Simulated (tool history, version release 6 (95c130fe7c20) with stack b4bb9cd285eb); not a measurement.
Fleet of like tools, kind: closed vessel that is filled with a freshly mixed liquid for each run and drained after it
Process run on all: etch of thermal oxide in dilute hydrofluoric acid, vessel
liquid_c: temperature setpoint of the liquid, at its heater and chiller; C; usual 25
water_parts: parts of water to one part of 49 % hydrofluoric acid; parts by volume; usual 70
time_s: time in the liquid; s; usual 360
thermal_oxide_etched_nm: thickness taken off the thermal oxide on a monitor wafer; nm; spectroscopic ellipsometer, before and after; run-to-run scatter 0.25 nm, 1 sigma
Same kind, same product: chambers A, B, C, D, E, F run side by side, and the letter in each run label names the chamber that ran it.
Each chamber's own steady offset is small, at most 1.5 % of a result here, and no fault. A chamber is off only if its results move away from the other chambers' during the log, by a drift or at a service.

run     day  liquid_c  water_parts  time_s  hours since the thermometer was replaced  hours since the hydrofluoric acid flow meter was replaced  read-back film thickness of the thermal oxide reference wafer, read on the same gauge (nm)  thermal_oxide_etched_nm
 1B   0.433        25           70     360                                     326.5                                                      269.0                                                                                      110.01                   25.157
 2D   0.904        25           70     360                                      98.0                                                      789.1                                                                                      110.01                   25.178
 3A   1.342        25           70     360                                      79.4                                                      449.3                                                                                      109.98                   25.100
 4C   1.821        25           70     360                                    1064.4                                                      593.6                                                                                      110.01                   24.729
 5F   2.100        25           70     360                                    1218.0                                                      874.8                                                                                      110.00                   24.680
 6E   2.354        25           70     360                                    1130.3                                                      711.1                                                                                      109.98                   25.380
 7B   2.742        25           70     570                                     381.9                                                      324.4                                                                                      110.03                   40.539
 8C   3.058        25           70     570                                    1094.1                                                      623.3                                                                                      109.98                   39.886
 9F   3.533        25           70     570                                    1252.4                                                      909.2                                                                                      110.00                   39.190
10D   3.929        25           70     570                                     170.6                                                      861.7                                                                                      110.00                   39.650
11E   4.171        25           70     570                                    1173.9                                                      754.7                                                                                      110.01                   39.304
12A   4.558        25           70     570                                     156.6                                                      526.5                                                                                      110.02                   38.651
13F   4.842        25           70     360                                    1283.8                                                      940.6                                                                                      110.03                   24.892
14B   5.242        25           70     360                                     441.9                                                      384.4                                                                                      110.00                   24.922
15E   5.725        25           70     360                                    1211.2                                                      792.0                                                                                      110.01                   24.780
16A   6.196        25           70     360                                     195.9                                                      565.8                                                                                      110.00                   24.466
17C   6.417        25           70     360                                    1174.7                                                      703.9                                                                                      109.99                   25.092
18D   6.817        25           70     360                                     239.9                                                      931.0                                                                                      109.98                   25.290
19C   7.154        25           70     360                                    1192.4                                                      721.6                                                                                      110.01                   24.674
20A   7.625        25           70     360                                     230.2                                                      600.1                                                                                      109.98                   24.264
21B   7.838        25           70     360                                     504.2                                                      446.7                                                                                      109.99                   25.124
22D   8.150        25           70     360                                     271.9                                                      963.0                                                                                      109.99                   25.139
23F   8.558        25           70     360                                    1373.0                                                     1029.8                                                                                      109.99                   24.459
24E   8.875        25           70     360                                    1286.8                                                      867.6                                                                                      110.00                   25.486
25D   9.100        25           70     360                                     294.7                                                      985.8                                                                                      109.98                   25.383
26F   9.558        25           70     360                                    1397.0                                                     1053.8                                                                                      109.98                   24.666
27C   9.912        25           70     360                                    1258.6                                                      787.8                                                                                      109.99                   25.087
28B  10.171        25           70     360                                     560.2                                                      502.7                                                                                      110.01                   24.607
29E  10.396        25           70     360                                    1323.3                                                      904.1                                                                                      110.02                   26.417
     10.629  -- chamber F: thermometer replaced
30A  10.812        25           70     360                                     306.7                                                      676.6                                                                                      109.99                   24.756
31E  11.117        25           70     185                                    1340.6                                                      921.4                                                                                      110.00                   13.474
32B  11.358        25           70     185                                     588.7                                                      531.2                                                                                      110.02                   12.709
33C  11.808        25           70     185                                    1304.1                                                      833.3                                                                                      109.99                   12.905
34D  12.279        25           70     185                                     371.0                                                     1062.1                                                                                      109.96                   12.700
35A  12.662        25           70     185                                     351.1                                                      721.0                                                                                      110.00                   12.706
36F  13.046        25           70     185                                      58.1                                                     1137.5                                                                                      109.99                   12.861
37B  13.346        25           50     360                                     636.4                                                      578.9                                                                                      110.01                   35.978
38E  13.562        25           50     360                                    1399.3                                                      980.1                                                                                      109.99                   38.652
39D  13.938        25           50     360                                     410.8                                                     1101.9                                                                                      109.99                   36.322
40F  14.367        25           50     360                                      89.8                                                     1169.2                                                                                      109.98                   35.932
     14.588  -- chamber C: hydrofluoric acid flow meter replaced
41A  14.721        25           50     360                                     400.5                                                      770.4                                                                                      110.01                   35.511
42C  14.942        25           50     360                                    1379.3                                                        8.6                                                                                      109.99                   36.385
43D  15.333        25           70     360                                     444.3                                                     1135.4                                                                                      110.00                   24.981

Which is it: a chamber that has drifted or been left off by a service, a gauge drift common to all chambers, or only each chamber's usual small offset? If a chamber is off, name it and its likeliest cause.

One chamber, E, drifts off from the rest bit by bit.
Likeliest cause: hydrofluoric acid flow above the setpoint (%) = 8.64.
The log may not separate it from: liquid hotter than its thermometer reads (K).

Below are 4 candidate recipes for chamber E's next run, each the usual settings with a change, their results shown as question marks. Which of them brings E's results back in line with what the other chambers give on the usual settings?
In line here means within this much of the mean the other chambers give on the usual settings: thermal_oxide_etched_nm 0.870 nm
44E-1  15.683      20.5           70     360                                                                                                                                                                                                                         ?
44E-2  15.683      25.0           65     395                                                                                                                                                                                                                         ?
44E-3  15.683      25.0           70     330                                                                                                                                                                                                                         ?
44E-4  15.683      25.5           65     360                                                                                                                                                                                                                         ?

Other chambers, usual settings, mean: thermal_oxide_etched_nm 24.917 nm
  run  thermal_oxide_etched_nm
44E-1                   22.646
44E-2                   32.297
44E-3                   24.933
44E-4                   30.035
44E-3 brings the chamber back in line.
